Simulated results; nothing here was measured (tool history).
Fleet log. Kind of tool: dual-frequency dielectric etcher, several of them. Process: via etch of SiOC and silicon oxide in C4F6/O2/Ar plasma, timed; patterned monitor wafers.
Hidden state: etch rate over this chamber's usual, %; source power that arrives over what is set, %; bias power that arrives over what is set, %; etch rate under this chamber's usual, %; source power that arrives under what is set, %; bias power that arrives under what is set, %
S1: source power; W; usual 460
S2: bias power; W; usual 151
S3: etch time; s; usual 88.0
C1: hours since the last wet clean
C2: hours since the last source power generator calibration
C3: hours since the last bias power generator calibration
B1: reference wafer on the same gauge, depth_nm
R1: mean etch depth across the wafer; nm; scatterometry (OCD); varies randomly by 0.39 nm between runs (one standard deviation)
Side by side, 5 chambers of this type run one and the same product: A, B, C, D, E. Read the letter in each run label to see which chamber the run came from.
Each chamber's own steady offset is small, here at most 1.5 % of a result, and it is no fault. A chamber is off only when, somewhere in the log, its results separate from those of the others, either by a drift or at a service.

run	day	S1	S2	S3	C1	C2	C3	B1	R1
1A	0.238	460	151	88.0	334.1	1461.5	1607.2	88.768	99.970
2C	0.721	460	151	88.0	474.9	423.7	2267.2	88.679	99.628
3B	1.092	460	151	88.0	449.6	1608.7	1605.6	88.644	100.180
4D	1.333	460	151	88.0	334.6	587.4	409.2	88.802	99.824
5E	1.558	460	177	100.0	80.8	133.4	1837.5	88.743	118.290
# day 1.675: chamber A: wet clean of the chamber
6E	1.967	460	177	100.0	90.6	143.2	1847.3	88.681	117.930
7B	2.346	460	177	100.0	479.7	1638.8	1635.7	88.698	119.410
8A	2.792	460	177	100.0	26.8	1522.8	1668.5	88.603	119.440
9D	3.054	460	177	100.0	375.9	628.7	450.5	88.753	119.560
# day 3.179: chamber D: wet clean of the chamber
10C	3.379	410	151	72.0	538.7	487.5	2331.0	88.653	78.764
11B	3.733	410	151	72.0	513.0	1672.1	1669.0	88.672	78.010
12D	4.121	410	151	72.0	22.7	654.3	476.1	88.649	78.433
13E	4.500	410	151	72.0	151.4	204.0	1908.1	88.731	77.219
14C	4.942	410	151	72.0	576.2	525.0	2368.5	88.718	78.680
15A	5.229	460	151	88.0	85.3	1581.3	1727.0	88.694	100.400
16B	5.633	460	151	88.0	558.6	1717.7	1714.6	88.710	100.250
17A	5.904	390	151	68.0	101.5	1597.5	1743.2	88.698	72.450
18E	6.283	390	151	68.0	194.2	246.8	1950.9	88.688	71.509
# day 6.600: chamber B: wet clean of the chamber
# day 6.667: chamber C: wet clean of the chamber
19D	6.733	390	151	68.0	85.4	717.0	538.8	88.722	72.573
20C	6.996	390	151	68.0	8.0	574.3	2417.8	88.622	72.965
21A	7.208	390	151	68.0	132.8	1628.8	1774.5	88.709	72.350
22B	7.467	460	151	88.0	20.8	1761.7	1758.6	88.650	96.794
23E	7.908	550	151	68.5	233.2	285.8	1989.9	88.700	81.742
24D	8.333	550	151	68.5	123.8	755.4	577.2	88.723	84.109
25C	8.546	550	151	68.5	45.2	611.5	2455.0	88.723	83.375
26C	8.812	550	151	68.5	51.6	617.9	2461.4	88.616	84.041
27B	9.171	550	151	68.5	61.7	1802.6	1799.5	88.663	80.828
28D	9.608	460	151	88.0	154.4	786.0	607.8	88.685	100.040
29A	9.896	460	151	88.0	197.3	1693.3	1839.0	88.690	100.130
30E	10.138	460	151	88.0	286.7	339.3	2043.4	88.745	97.489
31E	10.400	460	151	88.0	293.0	345.6	2049.7	88.723	97.901
32D	10.612	460	151	88.0	178.5	810.1	631.9	88.704	100.040

Next, all 5 chambers run the settings below, one line each with question marks for the results. What does each chamber give?
33A	10.958	460	151	109.5					?
33B	10.958	460	151	109.5					?
33C	10.958	460	151	109.5					?
33D	10.958	460	151	109.5					?
33E	10.958	460	151	109.5					?

run	R1
33A	124.310
33B	120.860
33C	125.620
33D	124.810
33E	122.750

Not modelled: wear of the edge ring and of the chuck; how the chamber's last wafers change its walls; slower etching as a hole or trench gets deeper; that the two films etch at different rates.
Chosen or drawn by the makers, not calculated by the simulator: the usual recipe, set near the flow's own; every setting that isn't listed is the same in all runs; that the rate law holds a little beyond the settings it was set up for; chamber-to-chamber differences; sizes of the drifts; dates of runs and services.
